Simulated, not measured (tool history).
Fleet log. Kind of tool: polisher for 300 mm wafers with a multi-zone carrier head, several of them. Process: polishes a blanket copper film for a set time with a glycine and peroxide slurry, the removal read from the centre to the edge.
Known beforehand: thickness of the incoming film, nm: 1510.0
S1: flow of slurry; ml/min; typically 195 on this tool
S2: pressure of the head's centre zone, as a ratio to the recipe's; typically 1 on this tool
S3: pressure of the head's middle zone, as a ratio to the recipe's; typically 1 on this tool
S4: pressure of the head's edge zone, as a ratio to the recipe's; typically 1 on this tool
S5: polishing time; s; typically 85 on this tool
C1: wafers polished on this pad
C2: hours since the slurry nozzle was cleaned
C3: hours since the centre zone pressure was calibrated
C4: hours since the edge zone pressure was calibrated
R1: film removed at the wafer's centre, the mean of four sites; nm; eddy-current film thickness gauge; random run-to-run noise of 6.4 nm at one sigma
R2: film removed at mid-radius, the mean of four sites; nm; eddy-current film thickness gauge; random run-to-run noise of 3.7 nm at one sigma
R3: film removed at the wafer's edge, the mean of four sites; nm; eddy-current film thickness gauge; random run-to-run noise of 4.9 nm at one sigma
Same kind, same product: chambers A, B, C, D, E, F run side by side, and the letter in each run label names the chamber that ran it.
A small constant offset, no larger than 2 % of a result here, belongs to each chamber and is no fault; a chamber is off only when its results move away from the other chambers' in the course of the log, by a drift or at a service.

| run | hour | S1 | S2 | S3 | S4 | S5 | C1 | C2 | C3 | C4 | R1 | R2 | R3 |
|---|---|---|---|---|---|---|---|---|---|---|---|---|---|
|  | 1.1 | chamber F: slurry nozzle cleaned |
|  | 7.3 | chamber F: worn pad replaced by a new one |
| 1C | 10.7 | 195 | 1 | 1 | 1 | 85 | 729 | 726.7 | 996.1 | 450.3 | 505.26 | 504.42 | 507.41 |
|  | 14.5 | chamber C: slurry nozzle cleaned |
|  | 17.6 | chamber C: worn pad replaced by a new one |
| 2F | 18.4 | 195 | 1 | 1 | 1 | 85 | 115 | 17.3 | 535.2 | 169.4 | 520.13 | 498.36 | 505.46 |
|  | 21 | chamber A: worn pad replaced by a new one |
|  | 23.3 | chamber D: worn pad replaced by a new one |
|  | 24 | chamber F: centre zone pressure recalibrated |
|  | 29.9 | chamber B: worn pad replaced by a new one |
| 3E | 30.8 | 195 | 1 | 1 | 1 | 85 | 461 | 369.2 | 215.9 | 818 | 500.52 | 512.58 | 514.89 |
|  | 39.8 | chamber B: edge zone pressure recalibrated |
| 4D | 44.5 | 195 | 1 | 1 | 1 | 85 | 219 | 331.2 | 76.6 | 904.2 | 506.44 | 499.52 | 502.48 |
| 5B | 57.6 | 195 | 1 | 1 | 1 | 57 | 287 | 519.5 | 642.7 | 17.8 | 341.07 | 339.56 | 340.59 |
|  | 66.1 | chamber E: worn pad replaced by a new one |
| 6A | 68.2 | 195 | 1 | 1 | 1 | 57 | 489 | 294.6 | 349.2 | 663 | 330.34 | 332.34 | 333.02 |
|  | 74 | chamber F: worn pad replaced by a new one |
| 7C | 74.5 | 195 | 1 | 1 | 1 | 57 | 588 | 60.1 | 1059.9 | 514.1 | 336.16 | 344.09 | 334.49 |
| 8A | 81.4 | 195 | 1 | 1 | 1 | 57 | 625 | 307.8 | 362.4 | 676.2 | 330.76 | 334.01 | 335.47 |
|  | 85.2 | chamber C: worn pad replaced by a new one |
| 9F | 87.8 | 195 | 1 | 1 | 1 | 57 | 143 | 86.7 | 63.8 | 238.8 | 341.21 | 345.3 | 336.73 |
|  | 91.9 | chamber E: centre zone pressure recalibrated |
| 10D | 95.1 | 195 | 1 | 1 | 1 | 57 | 743 | 381.8 | 127.2 | 954.8 | 345.5 | 335.36 | 339.03 |
| 11B | 102.9 | 195 | 1 | 1 | 1 | 85 | 756 | 564.8 | 688 | 63.1 | 504.74 | 517.4 | 506.74 |
|  | 105.9 | chamber A: worn pad replaced by a new one |
|  | 107.8 | chamber A: slurry nozzle cleaned |
| 12E | 110.3 | 195 | 1 | 1 | 1 | 85 | 457 | 448.7 | 18.4 | 897.5 | 497.58 | 512.91 | 510.8 |
|  | 114.8 | chamber D: worn pad replaced by a new one |
|  | 115.2 | chamber B: worn pad replaced by a new one |
|  | 119.4 | chamber B: centre zone pressure recalibrated |
| 13C | 122.8 | 195 | 1 | 1 | 1 | 85 | 389 | 108.4 | 1108.2 | 562.4 | 515.34 | 506.29 | 497.02 |
| 14B | 136.3 | 195 | 1.07 | 1 | 1.08 | 85 | 218 | 598.2 | 17 | 96.5 | 532.42 | 512.25 | 522.98 |
|  | 142.1 | chamber E: worn pad replaced by a new one |
|  | 142.2 | chamber F: worn pad replaced by a new one |
| 15E | 146.3 | 195 | 1.07 | 1 | 1.08 | 85 | 43 | 484.7 | 54.4 | 933.5 | 539.52 | 510.14 | 535.66 |
| 16A | 159.2 | 195 | 1.07 | 1 | 1.08 | 85 | 552 | 51.5 | 440.2 | 754 | 547.07 | 504.56 | 522.38 |
|  | 161.5 | chamber C: worn pad replaced by a new one |
| 17D | 172.3 | 195 | 1.07 | 1 | 1.08 | 85 | 595 | 459 | 204.4 | 1032 | 543.61 | 505.16 | 521.11 |
| 18F | 180.1 | 195 | 1.07 | 1 | 1.08 | 85 | 392 | 179 | 156.1 | 331.1 | 555.77 | 508.92 | 533.99 |
|  | 183.6 | chamber E: slurry nozzle cleaned |
| 19D | 186 | 195 | 1.07 | 1 | 1.08 | 85 | 737 | 472.7 | 218.1 | 1045.7 | 543.83 | 506.88 | 519.48 |
|  | 189.7 | chamber A: worn pad replaced by a new one |
| 20A | 199 | 195 | 1 | 1 | 1 | 85 | 96 | 91.3 | 480 | 793.8 | 512.78 | 499.76 | 498.59 |
|  | 199.3 | chamber D: worn pad replaced by a new one |
|  | 200.9 | chamber B: worn pad replaced by a new one |
| 21E | 208.4 | 195 | 1 | 1 | 1 | 85 | 685 | 24.9 | 116.5 | 995.6 | 498.66 | 510.17 | 511.92 |
|  | 215.4 | chamber F: worn pad replaced by a new one |
| 22F | 217.2 | 195 | 1 | 1 | 1 | 85 | 18 | 216.1 | 193.2 | 368.2 | 491.27 | 503.1 | 510.22 |
|  | 222.9 | chamber E: worn pad replaced by a new one |
|  | 224.6 | chamber C: worn pad replaced by a new one |
|  | 225.2 | chamber C: centre zone pressure recalibrated |
| 23B | 225.3 | 195 | 1 | 1 | 1 | 85 | 252 | 687.2 | 106 | 185.5 | 506.6 | 512.66 | 503.48 |
|  | 226.6 | chamber D: edge zone pressure recalibrated |
| 24C | 233.8 | 195 | 1 | 1 | 1 | 85 | 95 | 219.4 | 8.7 | 673.4 | 507.42 | 511.79 | 493.58 |
| 25E | 247.3 | 195 | 1 | 1 | 1 | 85 | 252 | 63.8 | 155.4 | 1034.5 | 507.96 | 516.6 | 506.17 |
| 26C | 255.3 | 195 | 1 | 1 | 1 | 85 | 318 | 240.9 | 30.2 | 694.9 | 499.86 | 507.56 | 503.15 |
| 27A | 268.1 | 195 | 1 | 1 | 1 | 85 | 811 | 160.4 | 549.1 | 862.9 | 501.87 | 499.69 | 502.79 |
|  | 278.7 | chamber A: worn pad replaced by a new one |
|  | 279.3 | chamber F: worn pad replaced by a new one |
| 28D | 281.1 | 195 | 1 | 1 | 1 | 85 | 846 | 567.8 | 313.2 | 54.5 | 504.16 | 511.92 | 500.17 |
|  | 281.4 | chamber D: worn pad replaced by a new one |
|  | 287.9 | chamber A: centre zone pressure recalibrated |
|  | 292.7 | chamber C: worn pad replaced by a new one |
| 29F | 293.8 | 195 | 1 | 1 | 1 | 85 | 150 | 292.7 | 269.8 | 444.8 | 502.59 | 507.45 | 501.6 |
|  | 300.3 | chamber B: worn pad replaced by a new one |
|  | 300.7 | chamber F: slurry nozzle cleaned |
|  | 303.7 | chamber E: worn pad replaced by a new one |
| 30B | 305.4 | 195 | 1 | 1 | 1 | 85 | 53 | 767.3 | 186.1 | 265.6 | 507.69 | 507.61 | 508.55 |
| 31C | 317.7 | 195 | 1 | 1 | 1 | 85 | 259 | 303.3 | 92.6 | 757.3 | 514.01 | 511.21 | 501.8 |
| 32B | 326.6 | 195 | 1 | 1 | 1 | 85 | 273 | 788.5 | 207.3 | 286.8 | 511.62 | 509.38 | 508.22 |
| 33D | 338 | 145 | 1 | 1 | 1 | 65 | 585 | 624.7 | 370.1 | 111.4 | 367.53 | 366.61 | 367.98 |
|  | 345.4 | chamber F: worn pad replaced by a new one |
| 34E | 347.6 | 145 | 1 | 1 | 1 | 65 | 454 | 164.1 | 255.7 | 1134.8 | 369.34 | 371.25 | 374.74 |
| 35F | 354.8 | 145 | 1 | 1 | 1 | 65 | 97 | 54.1 | 330.8 | 505.8 | 365.95 | 365.32 | 366.32 |
|  | 356.5 | chamber A: worn pad replaced by a new one |
| 36A | 367 | 145 | 1 | 1 | 1 | 65 | 108 | 259.3 | 79.1 | 961.8 | 359.86 | 365.51 | 371.23 |

One chamber off, gauge drift, or nothing amiss beyond the chambers' own small offsets? If it is a chamber, which one, and what is the likeliest cause?

Beyond each chamber's small constant offset nothing stands out, and the gauge stays steady.
